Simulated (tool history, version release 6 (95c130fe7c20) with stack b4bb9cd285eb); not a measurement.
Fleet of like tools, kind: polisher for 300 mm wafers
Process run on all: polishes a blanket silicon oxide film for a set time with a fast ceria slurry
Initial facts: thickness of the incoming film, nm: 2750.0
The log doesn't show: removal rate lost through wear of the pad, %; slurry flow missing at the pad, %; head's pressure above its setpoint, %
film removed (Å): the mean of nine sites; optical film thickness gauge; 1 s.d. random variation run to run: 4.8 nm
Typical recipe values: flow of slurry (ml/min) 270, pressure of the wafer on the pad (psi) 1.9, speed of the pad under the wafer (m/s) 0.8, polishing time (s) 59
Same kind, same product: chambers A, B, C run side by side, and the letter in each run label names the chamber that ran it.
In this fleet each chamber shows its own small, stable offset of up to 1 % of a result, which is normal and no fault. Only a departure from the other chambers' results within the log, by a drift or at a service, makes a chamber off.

run,hour,flow of slurry (ml/min),pressure of the wafer on the pad (psi),speed of the pad under the wafer (m/s),polishing time (s),wafers polished on this pad,hours since the slurry nozzle was cleaned,hours since the head pressure was calibrated,film removed (Å)
1B,5.4,270,1.9,0.8,59,573,340.8,79.9,4477.2
2A,13,270,1.9,0.8,59,849,316.3,47.1,4487.5
3C,17.4,270,1.9,0.8,59,326,772.2,417.9,4523.7
4C,22.1,270,1.9,0.8,59,394,776.9,422.6,4476
5B,28.6,270,1.9,0.8,59,907,364,103.1,4482.3
# hour 31.1: chamber B: worn pad replaced by a new one
6A,33.6,270,1.9,0.8,59,1146,336.9,67.7,4490.1
7B,38.7,270,1.9,0.8,59,109,374.1,113.2,4444.6
# hour 42.9: chamber A: worn pad replaced by a new one
8C,43.8,270,1.9,0.8,59,707,798.6,444.3,4497.5
9A,47,270,1.9,0.8,59,60,350.3,81.1,4438
10B,52.6,270,1.9,0.94,59,310,388,127.1,5293.7
# hour 55.1: chamber C: worn pad replaced by a new one
11A,59.7,270,1.9,0.94,59,243,363,93.8,5184.3
12C,64,270,1.9,0.94,59,128,818.8,464.5,5191.4
13A,70,270,1.9,0.8,59,392,373.3,104.1,4485.8
14B,75.3,270,1.9,0.8,59,637,410.7,149.8,4485.3
15C,82.7,270,1.9,0.8,59,397,837.5,483.2,4416.6
16B,88.8,270,1.9,0.8,59,832,424.2,163.3,4478
17A,93.8,270,1.9,0.8,59,735,397.1,127.9,4433.1
18C,99.1,270,1.9,0.8,59,634,853.9,499.6,4486
# hour 100.3: chamber B: worn pad replaced by a new one
# hour 103.8: chamber C: head pressure recalibrated
19C,106,270,1.9,0.8,59,733,860.8,2.3,4804
20B,110.6,270,1.9,0.8,59,149,446,185.1,4335.3
21A,116.4,270,1.9,0.8,59,1061,419.7,150.5,4458.4
22C,123.6,270,1.9,0.8,59,987,878.4,19.9,4856.5
# hour 129.1: chamber C: worn pad replaced by a new one
23B,129.6,270,1.9,0.8,44,423,465,204.1,3325.2
# hour 130.3: chamber A: worn pad replaced by a new one
24A,136.5,270,1.9,0.8,44,90,439.8,170.6,3298.9
25A,141,270,1.9,0.8,44,155,444.3,175.1,3305.3
26C,147.3,270,1.9,0.8,59,263,902.1,43.6,4843
27B,154.1,270,1.9,0.8,59,776,489.5,228.6,4481.2
28A,159.5,270,1.9,0.8,59,421,462.8,193.6,4411.2
29B,163.1,270,1.9,0.8,59,906,498.5,237.6,4475.6
# hour 166.9: chamber B: worn pad replaced by a new one
30C,170.3,270,1.9,0.8,59,595,925.1,66.6,4819.4
31B,175.8,270,1.9,0.8,59,129,511.2,250.3,4364.8
32A,181.8,270,1.9,0.8,59,743,485.1,215.9,4407.4
33C,186.8,270,1.9,0.8,59,833,941.6,83.1,4811.2
34C,190.4,270,1.9,0.8,59,885,945.2,86.7,4911

Predict what each chamber gives when all 3 of them run the settings below next.
35A,195.8,270,1.9,0.8,59,,,,?
35B,195.8,270,1.9,0.8,59,,,,?
35C,195.8,270,1.9,0.8,59,,,,?

run,film removed (Å)
35A,4384.9
35B,4469.1
35C,4801.4
